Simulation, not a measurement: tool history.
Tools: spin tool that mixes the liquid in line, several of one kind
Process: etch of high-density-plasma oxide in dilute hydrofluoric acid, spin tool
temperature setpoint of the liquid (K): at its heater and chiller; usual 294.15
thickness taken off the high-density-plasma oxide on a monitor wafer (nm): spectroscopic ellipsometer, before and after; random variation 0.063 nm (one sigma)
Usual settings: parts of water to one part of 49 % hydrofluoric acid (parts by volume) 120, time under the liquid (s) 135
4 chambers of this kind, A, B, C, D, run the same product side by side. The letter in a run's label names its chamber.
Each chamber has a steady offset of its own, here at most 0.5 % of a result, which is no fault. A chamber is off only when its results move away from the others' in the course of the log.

run	hour	temperature setpoint of the liquid (K)	parts of water to one part of 49 % hydrofluoric acid (parts by volume)	time under the liquid (s)	read-back film thickness of the high-density-plasma oxide reference wafer, read on the same gauge (nm)	thickness taken off the high-density-plasma oxide on a monitor wafer (nm)
1D	8.8	294.15	120	135	50.004	7.3164
2B	17.4	294.15	120	135	49.991	7.2985
3C	27.6	294.15	120	135	49.99	7.476
4A	37.9	294.15	120	135	50.025	7.38
5C	45.4	294.15	120	135	50.012	7.383
6A	51.9	294.15	120	135	49.999	7.4044
7D	57.6	294.15	120	135	50.004	7.4023
8B	67.7	298.65	120	135	49.997	8.9337
9B	77.1	298.65	120	135	49.994	9.0936
10D	83	298.65	120	135	50	8.7621
11C	93.4	298.65	120	135	49.962	8.8843
12A	101.3	294.15	120	135	50.002	7.4662
13C	109.1	294.15	120	135	50.012	7.4049
14A	116.4	294.15	120	135	49.985	7.5297
# hour 123.8: chamber B: thermometer replaced
15D	128	294.15	120	135	50.003	7.5311
16B	135.8	294.15	120	135	49.998	7.8107
17D	141.2	294.15	120	135	49.963	7.4891
18B	152.5	296.65	120	135	49.994	8.6267
19A	160.6	296.65	120	135	49.998	8.2262
20C	169.2	296.65	120	135	49.995	8.2116
21B	177.7	296.65	120	135	50	8.6314
# hour 181.6: chamber D: hydrofluoric acid flow meter replaced
22C	188.1	294.15	120	135	49.988	7.3395
23A	196.5	294.15	120	135	50.006	7.4596
24D	205.2	294.15	120	135	49.984	7.4824

What goes on in this fleet: one chamber off, a drifting gauge, or nothing beyond the chambers' own small offsets? Name the chamber and the cause, if any.

Chamber B drifts away from the others.
Cause: hydrofluoric acid flow above the setpoint (%) = 6.77.

Here are 4 candidates for chamber B's next run, each the usual settings with a change, their results left as question marks. Which one brings its results back in line with what the others give on the usual settings?
In line means no further than this from the other chambers' mean on the usual settings: thickness taken off the high-density-plasma oxide on a monitor wafer (nm) 0.22
25B-1	213.8	295.65	120	135		?
25B-2	213.8	293.65	120	120		?
25B-3	213.8	297.65	120	135		?
25B-4	213.8	294.15	120	125		?

The other chambers' mean on the usual settings: thickness taken off the high-density-plasma oxide on a monitor wafer (nm) 7.4126
run	thickness taken off the high-density-plasma oxide on a monitor wafer (nm)
25B-1	8.4535
25B-2	6.9423
25B-3	9.1368
25B-4	7.3764
25B-4 brings the chamber back in line.
